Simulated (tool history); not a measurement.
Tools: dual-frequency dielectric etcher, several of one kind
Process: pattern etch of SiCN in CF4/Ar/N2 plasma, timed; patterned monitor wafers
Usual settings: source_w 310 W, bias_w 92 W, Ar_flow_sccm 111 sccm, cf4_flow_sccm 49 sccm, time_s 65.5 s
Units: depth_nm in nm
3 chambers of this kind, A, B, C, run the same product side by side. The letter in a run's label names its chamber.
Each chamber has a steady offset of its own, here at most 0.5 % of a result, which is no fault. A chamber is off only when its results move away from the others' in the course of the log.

run  hour  source_w  bias_w  Ar_flow_sccm  cf4_flow_sccm  time_s  hours since the last wet clean  hours since the last source power generator calibration  hours since the last bias power generator calibration  hours since the last Ar flow controller change  hours since the last CF4 flow controller change  read-back reference wafer on the same gauge, depth_nm  depth_nm
 1A   4.3       310      92           111             49    65.5                           378.7                                                   1932.2                                                     34                                          1394.8                                           2670.6                                                 46.135    41.802
 2B   7.7       310      92           111             49    65.5                           525.2                                                     1058                                                  628.3                                          1684.2                                           1862.2                                                 46.124    41.923
 3C  11.1       310      92           111             49    65.5                            72.6                                                    589.5                                                   84.7                                          2951.4                                           1981.4                                                 46.144    41.436
 4C  13.1       310      92           111             49    65.5                            74.6                                                    591.5                                                   86.7                                          2953.4                                           1983.4                                                 46.161    41.631
 5A    17       310      92           111             49    65.5                           391.4                                                   1944.9                                                   46.7                                          1407.5                                           2683.3                                                 46.155    41.814
 6B  21.1       260      92           111             41    65.5                           538.6                                                   1071.4                                                  641.7                                          1697.6                                           1875.6                                                 46.167     35.21
 7A  25.2       260      92           111             41    65.5                           399.6                                                   1953.1                                                   54.9                                          1415.7                                           2691.5                                                 46.187    35.088
 8B  28.4       260      92           111             41    65.5                           545.9                                                   1078.7                                                    649                                          1704.9                                           1882.9                                                 46.191    35.255
 9C  32.6       310      92           111             49    65.5                            94.1                                                      611                                                  106.2                                          2972.9                                           2002.9                                                 46.209    41.628
10A    36       310      92           111             40    57.5                           410.4                                                   1963.9                                                   65.7                                          1426.5                                           2702.3                                                 46.216    35.817
     38.7  -- chamber B: wet clean of the chamber
11B  39.9       310      92           111             40    57.5                             1.2                                                   1090.2                                                  660.5                                          1716.4                                           1894.4                                                 46.239    35.678
12C  43.3       310      92           111             40    57.5                           104.8                                                    621.7                                                  116.9                                          2983.6                                           2013.6                                                  46.25    35.607
13A  45.8       310      92           111             49    65.5                           420.2                                                   1973.7                                                   75.5                                          1436.3                                           2712.1                                                 46.248    41.852
14C  48.6       310      92           111             49    65.5                           110.1                                                      627                                                  122.2                                          2988.9                                           2018.9                                                 46.274    41.826
15B  50.6       310      92           111             49    65.5                            11.9                                                   1100.9                                                  671.2                                          1727.1                                           1905.1                                                 46.269    41.965
16C  54.6       310      92           111             49    65.5                           116.1                                                      633                                                  128.2                                          2994.9                                           2024.9                                                  46.31    41.822
17A  58.3       310      92           111             49    65.5                           432.7                                                   1986.2                                                     88                                          1448.8                                           2724.6                                                  46.31    41.917
18B  60.4       310      92           111             49    65.5                            21.7                                                   1110.7                                                    681                                          1736.9                                           1914.9                                                 46.303    41.995
19B    63       310      92           111             49    65.5                            24.3                                                   1113.3                                                  683.6                                          1739.5                                           1917.5                                                 46.326    42.015
20A    67       310      92           111             49    65.5                           441.4                                                   1994.9                                                   96.7                                          1457.5                                           2733.3                                                 46.319    42.107
21C  70.1       310      92           111             49    65.5                           131.6                                                    648.5                                                  143.7                                          3010.4                                           2040.4                                                 46.337    41.873
22A  73.3       310      92           111             49    65.5                           447.7                                                   2001.2                                                    103                                          1463.8                                           2739.6                                                 46.347    41.895
23B  76.5       310      92           111             49    65.5                            37.8                                                   1126.8                                                  697.1                                            1753                                             1931                                                 46.364     41.98
24C  79.1       310      92           111             49    65.5                           140.6                                                    657.5                                                  152.7                                          3019.4                                           2049.4                                                 46.346    41.892
25A  81.6       310      92           111             49    65.5                             456                                                   2009.5                                                  111.3                                          1472.1                                           2747.9                                                 46.407    41.856
26C  83.6       310      92           111             49    65.5                           145.1                                                      662                                                  157.2                                          3023.9                                           2053.9                                                 46.379    41.949
27B  86.7       310      84           111             49    55.5                              48                                                     1137                                                  707.3                                          1763.2                                           1941.2                                                 46.364    34.318
28B  88.9       310      84           111             49    55.5                            50.2                                                   1139.2                                                  709.5                                          1765.4                                           1943.4                                                  46.39    34.411
29A    92       310      84           111             49    55.5                           466.4                                                   2019.9                                                  121.7                                          1482.5                                           2758.3                                                 46.396    34.357

Next, every chamber runs the same settings. What will each give?
30A  95.2       350      92           111             49    65.5                                                                                                                                                                                                                                                                                                                 ?
30B  95.2       350      92           111             49    65.5                                                                                                                                                                                                                                                                                                                 ?
30C  95.2       350      92           111             49    65.5                                                                                                                                                                                                                                                                                                                 ?

run  depth_nm
30A    46.754
30B    46.762
30C    46.598
